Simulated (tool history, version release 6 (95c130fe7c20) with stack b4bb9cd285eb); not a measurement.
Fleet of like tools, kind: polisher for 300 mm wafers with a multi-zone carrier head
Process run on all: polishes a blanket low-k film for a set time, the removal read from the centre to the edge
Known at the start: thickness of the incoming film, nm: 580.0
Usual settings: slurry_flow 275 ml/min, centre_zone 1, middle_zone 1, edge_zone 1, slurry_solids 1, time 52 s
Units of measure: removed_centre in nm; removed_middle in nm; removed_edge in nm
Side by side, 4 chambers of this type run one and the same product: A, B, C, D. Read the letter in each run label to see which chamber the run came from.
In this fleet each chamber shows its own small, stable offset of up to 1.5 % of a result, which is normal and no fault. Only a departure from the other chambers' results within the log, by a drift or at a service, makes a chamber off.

run   hour  slurry_flow  centre_zone  middle_zone  edge_zone  slurry_solids  time  wafers polished on this pad  hours since the slurry nozzle was cleaned  hours since the centre zone pressure was calibrated  hours since the edge zone pressure was calibrated  removed_centre  removed_middle  removed_edge
 1B   11.9          275            1            1          1              1    52                         1242                                       27.7                                                  405                                              660.3          11.675          11.894        11.763
      16.4  -- chamber C: worn pad replaced by a new one
 2D   19.3          275            1            1          1              1    52                          689                                      453.1                                                796.7                                              315.2          11.707          11.726        11.737
 3A   27.6          275            1            1          1              1    52                          603                                      278.7                                                 40.9                                              355.4          12.002          11.674        11.542
      32.3  -- chamber A: slurry nozzle cleaned
 4C   38.4          275            1            1          1              1    52                          256                                      480.4                                                177.9                                              146.8          11.724          11.451        11.756
      40.2  -- chamber B: worn pad replaced by a new one
 5A   52.8          275            1            1          1              1    52                          896                                       20.6                                                 66.1                                              380.6          11.598          11.854         11.53
        56  -- chamber B: edge zone pressure recalibrated
 6C   65.3          275            1            1          1              1    52                          569                                      507.3                                                204.8                                              173.7          11.743          11.891        11.404
      68.4  -- chamber D: worn pad replaced by a new one
 7B   74.3          275            1            1          1              1    52                          397                                       90.1                                                467.4                                               18.4          11.673          11.601        11.607
 8D   85.6          275            1            1          1              1    52                          200                                      519.4                                                  863                                              381.5          11.789          11.964        11.738
 9A   92.2          340            1            1          1           1.25    52                         1355                                         60                                                105.5                                                420          12.789           12.87        12.694
10C  101.4          340            1            1          1           1.25    52                          989                                      543.4                                                240.9                                              209.8          13.493          12.962        12.856
11D  115.4          340            1            1          1           1.25    52                          547                                      549.2                                                892.8                                              411.3          13.102          13.312        13.152
12B  122.3          340            1            1          1           1.25    52                          956                                      138.1                                                515.4                                               66.4          13.257          13.301        12.822
     130.5  -- chamber C: worn pad replaced by a new one
13D  132.8          275            1            1          1              1    52                          749                                      566.6                                                910.2                                              428.7          11.681          11.842         11.57
14A  140.8          275         0.89            1          1              1    68                         1920                                      108.6                                                154.1                                              468.6          13.273          15.053        14.614
15B  150.3          275         0.89            1          1              1    68                         1282                                      166.1                                                543.4                                               94.4          13.135          15.272        15.335
16C  163.5          275         0.89            1          1              1    68                          384                                      605.5                                                  303                                              271.9          13.498          15.013         15.35
     165.1  -- chamber B: slurry nozzle cleaned
     171.5  -- chamber C: centre zone pressure recalibrated
     171.9  -- chamber B: worn pad replaced by a new one
17B  177.7          275         0.89            1          1              1    68                           67                                       12.6                                                570.8                                              121.8          13.335          15.519        15.386
18C  186.1          275            1            1          1              1    52                          647                                      628.1                                                 14.6                                              294.5          11.642          11.564        11.709
     190.9  -- chamber D: worn pad replaced by a new one
19D  196.7          275            1            1          1              1    52                           68                                      630.5                                                974.1                                              492.6          11.791          11.621        11.715
20A  211.2          275            1            1          1           1.15    52                         2740                                        179                                                224.5                                                539          11.718           11.64        11.578
21B  225.2          275            1            1          1           1.15    52                          620                                       60.1                                                618.3                                              169.3          12.205          12.656        12.495
     228.5  -- chamber C: slurry nozzle cleaned
22C  232.7          275            1            1          1           1.15    52                         1190                                        4.3                                                 61.2                                              341.1          12.226          12.344        12.205
     239.4  -- chamber C: worn pad replaced by a new one
23A  247.4          275            1            1          1           1.15    52                         3161                                      215.2                                                260.7                                              575.2          11.688          11.546        11.501
24D  256.6          275            1            1          1              1    52                          765                                      690.4                                                 1034                                              552.5          11.683          11.647        11.713
25D  263.8          275            1            1          1              1    52                          849                                      697.6                                               1041.2                                              559.7          11.901          11.424        11.571
26C  275.4          275            1            1          1              1    52                          419                                         47                                                103.9                                              383.8          11.836          11.694        11.585

All chambers now run identical settings, listed one chamber a line with results as question marks. What results will each chamber show?
27A  285.9          275            1            1          1           1.15    52                                                                                                                                                                                               ?               ?             ?
27B  285.9          275            1            1          1           1.15    52                                                                                                                                                                                               ?               ?             ?
27C  285.9          275            1            1          1           1.15    52                                                                                                                                                                                               ?               ?             ?
27D  285.9          275            1            1          1           1.15    52                                                                                                                                                                                               ?               ?             ?

run  removed_centre  removed_middle  removed_edge
27A          11.692          11.575         11.06
27B          12.431           12.42        12.147
27C          12.498          12.494        12.239
27D          12.205          12.272        12.321

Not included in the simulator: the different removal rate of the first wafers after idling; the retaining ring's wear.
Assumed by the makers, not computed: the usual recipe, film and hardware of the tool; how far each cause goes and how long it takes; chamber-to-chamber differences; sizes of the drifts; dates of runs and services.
